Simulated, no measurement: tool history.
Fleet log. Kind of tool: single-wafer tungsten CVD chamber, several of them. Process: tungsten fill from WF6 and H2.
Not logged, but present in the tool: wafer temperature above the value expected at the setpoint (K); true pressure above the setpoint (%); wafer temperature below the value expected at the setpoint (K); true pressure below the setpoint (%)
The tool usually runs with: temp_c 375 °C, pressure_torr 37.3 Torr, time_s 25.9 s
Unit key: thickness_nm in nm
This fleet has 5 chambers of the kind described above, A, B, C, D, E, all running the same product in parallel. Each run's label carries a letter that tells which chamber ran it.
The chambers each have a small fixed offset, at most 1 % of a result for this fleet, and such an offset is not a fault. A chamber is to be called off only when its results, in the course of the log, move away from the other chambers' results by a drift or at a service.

run,hour,temp_c,pressure_torr,time_s,hours since the last thermocouple change,hours since the last manometer calibration,"read-back reference wafer on the same gauge, thickness_nm",thickness_nm
# hour 2.7: chamber B: thermocouple changed; heater temperature recalibrated
1E,4.0,375,37.3,25.9,1861.2,1532.0,46.516,50.712
2D,8.8,375,37.3,25.9,576.0,2174.8,46.531,51.053
3B,14.6,375,37.3,25.9,11.9,1014.2,46.509,51.466
4A,20.3,375,37.3,25.9,2012.5,34.2,46.504,51.510
5C,25.9,375,45.7,22.5,2172.0,792.1,46.506,48.667
6D,29.7,375,45.7,22.5,596.9,2195.7,46.464,48.329
7B,37.3,375,45.7,22.5,34.6,1036.9,46.479,49.128
8E,42.8,375,45.7,22.5,1900.0,1570.8,46.492,48.287
9A,48.5,375,45.7,22.5,2040.7,62.4,46.481,49.036
10C,55.3,375,37.3,25.9,2201.4,821.5,46.499,50.977
11D,62.9,363,37.3,25.9,630.1,2228.9,46.497,39.560
12A,69.2,363,37.3,25.9,2061.4,83.1,46.522,39.825
13B,75.2,363,37.3,25.9,72.5,1074.8,46.480,40.042
14E,79.0,363,37.3,25.9,1936.2,1607.0,46.487,39.464
15C,85.9,363,37.3,25.9,2232.0,852.1,46.488,39.470
16A,90.7,375,37.3,25.9,2082.9,104.6,46.549,51.687
17D,98.0,375,37.3,25.9,665.2,2264.0,46.487,51.188
18B,105.5,375,37.3,25.9,102.8,1105.1,46.447,51.377
19C,112.3,375,37.3,25.9,2258.4,878.5,46.483,51.389
20E,118.3,384,37.3,25.9,1975.5,1646.3,46.494,60.480
21B,123.4,384,37.3,25.9,120.7,1123.0,46.495,61.535
22C,127.5,384,37.3,25.9,2273.6,893.7,46.485,61.538
23E,132.2,384,37.3,25.9,1989.4,1660.2,46.487,60.761
24A,138.4,384,37.3,25.9,2130.6,152.3,46.498,62.120
25D,146.0,375,37.3,25.9,713.2,2312.0,46.482,50.955
26C,150.4,375,37.3,25.9,2296.5,916.6,46.486,51.080
# hour 153.4: chamber B: capacitance manometer re-zeroed and calibrated
27D,155.5,375,37.3,25.9,722.7,2321.5,46.509,50.948
28B,162.5,375,37.3,30.9,159.8,9.1,46.488,61.405
29A,169.0,375,37.3,30.9,2161.2,182.9,46.459,61.367
30E,172.5,375,37.3,30.9,2029.7,1700.5,46.511,60.417
# hour 175.9: chamber E: thermocouple changed; heater temperature recalibrated
31E,177.2,375,37.3,30.9,1.3,1705.2,46.499,60.390
32A,181.8,375,37.3,30.9,2174.0,195.7,46.483,61.423
33B,186.2,362,46.3,25.9,183.5,32.8,46.470,43.282
34D,193.0,362,46.3,25.9,760.2,2359.0,46.447,42.928
35C,198.3,362,46.3,25.9,2344.4,964.5,46.507,42.638
36A,201.8,362,46.3,25.9,2194.0,215.7,46.481,42.880
37C,206.3,362,46.3,25.9,2352.4,972.5,46.521,42.509
38E,213.7,370,37.3,21.2,37.8,1741.7,46.496,37.226
39D,218.6,370,37.3,21.2,785.8,2384.6,46.505,37.631
40B,225.5,370,37.3,21.2,222.8,72.1,46.490,37.867
41B,231.4,370,37.3,21.2,228.7,78.0,46.495,37.945
42E,236.3,370,37.3,21.2,60.4,1764.3,46.487,37.545
43D,242.5,375,37.3,25.9,809.7,2408.5,46.507,50.969

Is one chamber out of step, is the gauge drifting, or do the chambers differ by no more than their own small offsets? For an off chamber, give its letter and the likeliest cause.

The fleet is healthy, with each chamber sitting at its usual small offset and no drift in the gauge.

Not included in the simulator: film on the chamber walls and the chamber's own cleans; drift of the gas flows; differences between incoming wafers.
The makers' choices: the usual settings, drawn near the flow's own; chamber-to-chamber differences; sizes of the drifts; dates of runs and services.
